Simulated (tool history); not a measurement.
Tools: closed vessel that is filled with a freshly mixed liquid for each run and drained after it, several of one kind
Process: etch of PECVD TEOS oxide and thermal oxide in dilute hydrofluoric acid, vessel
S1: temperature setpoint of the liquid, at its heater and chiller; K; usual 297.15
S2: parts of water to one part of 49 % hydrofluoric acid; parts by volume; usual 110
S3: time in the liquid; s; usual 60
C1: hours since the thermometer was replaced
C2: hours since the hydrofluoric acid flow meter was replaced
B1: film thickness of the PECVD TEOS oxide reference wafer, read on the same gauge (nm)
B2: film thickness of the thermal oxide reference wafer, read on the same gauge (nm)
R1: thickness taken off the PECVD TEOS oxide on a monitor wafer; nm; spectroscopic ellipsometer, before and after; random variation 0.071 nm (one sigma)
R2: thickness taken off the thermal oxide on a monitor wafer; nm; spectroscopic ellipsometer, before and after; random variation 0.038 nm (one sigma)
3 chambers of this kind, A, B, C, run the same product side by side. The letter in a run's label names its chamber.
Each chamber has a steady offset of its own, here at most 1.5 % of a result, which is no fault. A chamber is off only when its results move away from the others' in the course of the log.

{"run": "1C", "day": 0.454, "S1": 297.15, "S2": 110, "S3": 60, "C1": 490.8, "C2": 644.0, "B1": 59.991, "B2": 110.01, "R1": 15.395, "R2": 2.3832}
{"run": "2A", "day": 1.042, "S1": 297.15, "S2": 110, "S3": 60, "C1": 783.7, "C2": 64.4, "B1": 60.002, "B2": 109.99, "R1": 15.472, "R2": 2.3355}
{"run": "3B", "day": 1.604, "S1": 297.15, "S2": 110, "S3": 60, "C1": 182.1, "C2": 485.0, "B1": 60.018, "B2": 109.99, "R1": 15.324, "R2": 2.3753}
{"run": "4C", "day": 2.229, "S1": 297.15, "S2": 110, "S3": 60, "C1": 533.4, "C2": 686.6, "B1": 60.036, "B2": 110.02, "R1": 15.349, "R2": 2.4086}
{"run": "5A", "day": 2.596, "S1": 297.15, "S2": 110, "S3": 60, "C1": 821.0, "C2": 101.7, "B1": 59.958, "B2": 110.01, "R1": 15.471, "R2": 2.2868}
{"run": "6B", "day": 3.188, "S1": 297.15, "S2": 110, "S3": 60, "C1": 220.1, "C2": 523.0, "B1": 59.991, "B2": 110.0, "R1": 15.453, "R2": 2.3193}
{"run": "7C", "day": 3.538, "S1": 299.15, "S2": 110, "S3": 35, "C1": 564.8, "C2": 718.0, "B1": 59.986, "B2": 109.98, "R1": 9.6061, "R2": 1.4726}
{"run": "8B", "day": 4.175, "S1": 299.15, "S2": 110, "S3": 35, "C1": 243.8, "C2": 546.7, "B1": 59.996, "B2": 110.02, "R1": 9.7319, "R2": 1.4991}
{"run": "9A", "day": 4.808, "S1": 299.15, "S2": 110, "S3": 35, "C1": 874.1, "C2": 154.8, "B1": 60.015, "B2": 110.01, "R1": 9.755, "R2": 1.5094}
{"run": "10A", "day": 5.317, "S1": 297.15, "S2": 110, "S3": 60, "C1": 886.3, "C2": 167.0, "B1": 60.035, "B2": 110.0, "R1": 15.533, "R2": 2.3816}
{"day": 5.504, "done": "chamber C: thermometer replaced"}
{"run": "11C", "day": 5.971, "S1": 297.15, "S2": 110, "S3": 60, "C1": 11.3, "C2": 776.4, "B1": 59.99, "B2": 110.0, "R1": 15.369, "R2": 2.3494}
{"run": "12B", "day": 6.538, "S1": 297.15, "S2": 150, "S3": 60, "C1": 300.5, "C2": 603.4, "B1": 59.998, "B2": 110.01, "R1": 10.771, "R2": 1.64}
{"run": "13B", "day": 6.883, "S1": 297.15, "S2": 150, "S3": 60, "C1": 308.8, "C2": 611.7, "B1": 60.001, "B2": 109.98, "R1": 10.749, "R2": 1.6703}
{"run": "14A", "day": 7.25, "S1": 297.15, "S2": 150, "S3": 60, "C1": 932.7, "C2": 213.4, "B1": 60.003, "B2": 109.99, "R1": 10.84, "R2": 1.6475}
{"run": "15C", "day": 7.55, "S1": 297.15, "S2": 110, "S3": 60, "C1": 49.2, "C2": 814.3, "B1": 60.002, "B2": 109.98, "R1": 15.412, "R2": 2.3955}
{"run": "16C", "day": 7.946, "S1": 297.15, "S2": 110, "S3": 60, "C1": 58.7, "C2": 823.8, "B1": 60.013, "B2": 110.04, "R1": 15.312, "R2": 2.3934}
{"run": "17B", "day": 8.508, "S1": 300.65, "S2": 130, "S3": 60, "C1": 347.8, "C2": 650.7, "B1": 59.98, "B2": 110.0, "R1": 14.417, "R2": 2.2864}
{"run": "18A", "day": 9.1, "S1": 300.65, "S2": 130, "S3": 60, "C1": 977.1, "C2": 257.8, "B1": 59.99, "B2": 109.96, "R1": 14.533, "R2": 2.2731}
{"run": "19B", "day": 9.646, "S1": 300.65, "S2": 130, "S3": 60, "C1": 375.1, "C2": 678.0, "B1": 59.988, "B2": 110.0, "R1": 14.552, "R2": 2.2458}
{"run": "20C", "day": 9.992, "S1": 292.15, "S2": 80, "S3": 60, "C1": 107.8, "C2": 872.9, "B1": 59.993, "B2": 109.96, "R1": 17.717, "R2": 2.7716}
{"run": "21A", "day": 10.608, "S1": 292.15, "S2": 80, "S3": 60, "C1": 1013.3, "C2": 294.0, "B1": 60.016, "B2": 110.0, "R1": 18.085, "R2": 2.7677}
{"run": "22C", "day": 11.175, "S1": 292.15, "S2": 80, "S3": 60, "C1": 136.2, "C2": 901.3, "B1": 60.015, "B2": 109.97, "R1": 17.844, "R2": 2.6829}
{"run": "23A", "day": 11.683, "S1": 297.15, "S2": 110, "S3": 60, "C1": 1039.1, "C2": 319.8, "B1": 60.011, "B2": 110.02, "R1": 15.604, "R2": 2.3247}
{"run": "24B", "day": 12.121, "S1": 301.15, "S2": 110, "S3": 60, "C1": 434.5, "C2": 737.4, "B1": 59.999, "B2": 109.98, "R1": 17.766, "R2": 2.7763}
{"run": "25C", "day": 12.696, "S1": 301.15, "S2": 110, "S3": 60, "C1": 172.7, "C2": 937.8, "B1": 60.006, "B2": 109.98, "R1": 17.86, "R2": 2.7388}
{"run": "26B", "day": 13.167, "S1": 301.15, "S2": 110, "S3": 60, "C1": 459.6, "C2": 762.5, "B1": 59.98, "B2": 110.01, "R1": 17.797, "R2": 2.7235}

All 3 chambers run these settings next. Forecast each chamber's results:
{"run": "27A", "day": 13.646, "S1": 301.15, "S2": 110, "S3": 60, "R1": "?", "R2": "?"}
{"run": "27B", "day": 13.646, "S1": 301.15, "S2": 110, "S3": 60, "R1": "?", "R2": "?"}
{"run": "27C", "day": 13.646, "S1": 301.15, "S2": 110, "S3": 60, "R1": "?", "R2": "?"}

run=27A R1=18.0690 R2=2.7308
run=27B R1=17.7840 R2=2.7633
run=27C R1=18.0080 R2=2.7710
